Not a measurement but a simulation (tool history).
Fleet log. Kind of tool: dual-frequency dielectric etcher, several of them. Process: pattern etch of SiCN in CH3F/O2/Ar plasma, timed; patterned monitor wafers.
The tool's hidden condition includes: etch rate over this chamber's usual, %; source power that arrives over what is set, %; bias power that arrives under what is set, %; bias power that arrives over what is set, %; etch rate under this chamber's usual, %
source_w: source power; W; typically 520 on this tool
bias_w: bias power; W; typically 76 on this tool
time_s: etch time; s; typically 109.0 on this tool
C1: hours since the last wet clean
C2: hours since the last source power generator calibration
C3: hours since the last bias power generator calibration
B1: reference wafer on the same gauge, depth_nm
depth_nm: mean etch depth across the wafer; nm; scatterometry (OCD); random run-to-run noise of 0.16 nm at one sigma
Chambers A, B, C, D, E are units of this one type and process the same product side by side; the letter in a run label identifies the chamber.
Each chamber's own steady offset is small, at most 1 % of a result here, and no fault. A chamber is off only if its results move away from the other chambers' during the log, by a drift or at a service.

At hour 7.1: chamber B: wet clean of the chamber.
Run 1B, hour 10.5: usual settings; C1 3.5; C2 1975.6; C3 152.8; B1 55.019. Result: depth_nm 45.702 nm.
Run 2E, hour 21.8: usual settings; C1 130.2; C2 2062.5; C3 1069.1; B1 54.980. Result: depth_nm 45.905 nm.
Run 3D, hour 30.9: usual settings; C1 90.4; C2 2929.8; C3 2665.3; B1 54.981. Result: depth_nm 45.926 nm.
At hour 32.2: chamber E: source power generator calibrated.
Run 4A, hour 38.8: usual settings; C1 525.3; C2 2000.1; C3 935.0; B1 54.987. Result: depth_nm 45.539 nm.
Run 5C, hour 45.9: usual settings; C1 424.6; C2 431.4; C3 982.2; B1 54.967. Result: depth_nm 46.688 nm.
Run 6C, hour 52.9: usual settings but time_s 92.0 s; C1 431.6; C2 438.4; C3 989.2; B1 55.020. Result: depth_nm 39.071 nm.
Run 7B, hour 64.0: usual settings but time_s 92.0 s; C1 57.0; C2 2029.1; C3 206.3; B1 55.064. Result: depth_nm 38.762 nm.
Run 8D, hour 72.9: usual settings but time_s 92.0 s; C1 132.4; C2 2971.8; C3 2707.3; B1 54.993. Result: depth_nm 38.627 nm.
Run 9E, hour 78.6: usual settings but time_s 92.0 s; C1 187.0; C2 46.4; C3 1125.9; B1 55.008. Result: depth_nm 38.529 nm.
Run 10A, hour 85.7: usual settings but time_s 92.0 s; C1 572.2; C2 2047.0; C3 981.9; B1 55.036. Result: depth_nm 38.782 nm.
Run 11D, hour 95.7: usual settings but bias_w 67 W; C1 155.2; C2 2994.6; C3 2730.1; B1 55.018. Result: depth_nm 44.030 nm.
At hour 95.8: chamber A: wet clean of the chamber.
Run 12E, hour 106.5: usual settings but bias_w 67 W; C1 214.9; C2 74.3; C3 1153.8; B1 55.011. Result: depth_nm 43.723 nm.
Run 13C, hour 113.3: usual settings but bias_w 67 W; C1 492.0; C2 498.8; C3 1049.6; B1 55.052. Result: depth_nm 44.262 nm.
Run 14A, hour 125.3: usual settings but bias_w 67 W; C1 29.6; C2 2086.6; C3 1021.5; B1 55.022. Result: depth_nm 44.079 nm.
Run 15B, hour 136.3: usual settings but bias_w 67 W; C1 129.3; C2 2101.4; C3 278.6; B1 54.991. Result: depth_nm 43.972 nm.
At hour 140.6: chamber C: wet clean of the chamber.
Run 16A, hour 146.4: usual settings but bias_w 61 W; C1 50.7; C2 2107.7; C3 1042.6; B1 55.030. Result: depth_nm 42.242 nm.
Run 17C, hour 156.5: usual settings but bias_w 61 W; C1 16.0; C2 542.0; C3 1092.8; B1 54.989. Result: depth_nm 44.042 nm.
Run 18B, hour 163.8: usual settings but bias_w 61 W; C1 156.8; C2 2128.9; C3 306.1; B1 55.057. Result: depth_nm 42.408 nm.
Run 19E, hour 171.7: usual settings but bias_w 61 W; C1 280.1; C2 139.5; C3 1219.0; B1 54.989. Result: depth_nm 42.614 nm.
Run 20D, hour 179.6: usual settings but bias_w 61 W; C1 239.1; C2 3078.5; C3 2814.0; B1 54.999. Result: depth_nm 42.634 nm.
Run 21A, hour 188.0: usual settings; C1 92.3; C2 2149.3; C3 1084.2; B1 54.975. Result: depth_nm 45.697 nm.
Run 22C, hour 197.6: usual settings; C1 57.1; C2 583.1; C3 1133.9; B1 55.013. Result: depth_nm 47.638 nm.
Run 23E, hour 208.5: usual settings; C1 316.9; C2 176.3; C3 1255.8; B1 54.952. Result: depth_nm 45.929 nm.
Run 24D, hour 218.1: usual settings; C1 277.6; C2 3117.0; C3 2852.5; B1 54.965. Result: depth_nm 45.810 nm.
Run 25B, hour 229.7: usual settings but time_s 99.0 s; C1 222.7; C2 2194.8; C3 372.0; B1 54.958. Result: depth_nm 41.765 nm.
Run 26E, hour 235.2: usual settings but time_s 99.0 s; C1 343.6; C2 203.0; C3 1282.5; B1 54.960. Result: depth_nm 41.570 nm.
Run 27A, hour 243.8: usual settings but time_s 99.0 s; C1 148.1; C2 2205.1; C3 1140.0; B1 55.003. Result: depth_nm 41.670 nm.
Run 28D, hour 255.1: usual settings but time_s 99.0 s; C1 314.6; C2 3154.0; C3 2889.5; B1 55.041. Result: depth_nm 41.707 nm.
Run 29B, hour 263.4: usual settings but time_s 99.0 s; C1 256.4; C2 2228.5; C3 405.7; B1 54.978. Result: depth_nm 41.433 nm.
Run 30C, hour 269.7: usual settings; C1 129.2; C2 655.2; C3 1206.0; B1 55.005. Result: depth_nm 47.587 nm.
Run 31A, hour 276.6: usual settings but time_s 86.0 s; C1 180.9; C2 2237.9; C3 1172.8; B1 55.053. Result: depth_nm 36.066 nm.

Does one chamber stand apart from the rest, does the shared gauge drift, or is all well apart from small per-chamber offsets? Give the chamber and the most likely cause, where there is one.

A service left chamber C off against the others.
Cause: etch rate over this chamber's usual, % = 2.53.

Which of the 4 candidates below, each the usual settings with something changed and its results left as question marks, puts chamber C back in line with what the other chambers give on the usual settings?
In-line tolerance around the mean of the other chambers on the usual settings: depth_nm 0.570 nm
Run 32C-1, hour 285.2: usual settings but bias_w 84 W. Result: depth_nm ?.
Run 32C-2, hour 285.2: usual settings but time_s 107.5 s. Result: depth_nm ?.
Run 32C-3, hour 285.2: usual settings but time_s 110.5 s. Result: depth_nm ?.
Run 32C-4, hour 285.2: usual settings but source_w 470 W. Result: depth_nm ?.

What the other chambers average on the usual settings: depth_nm 45.796 nm
  run  depth_nm
32C-1    49.118
32C-2    46.751
32C-3    48.056
32C-4    45.635
The answer is 32C-4, which returns the chamber to within the allowed miss of the others.
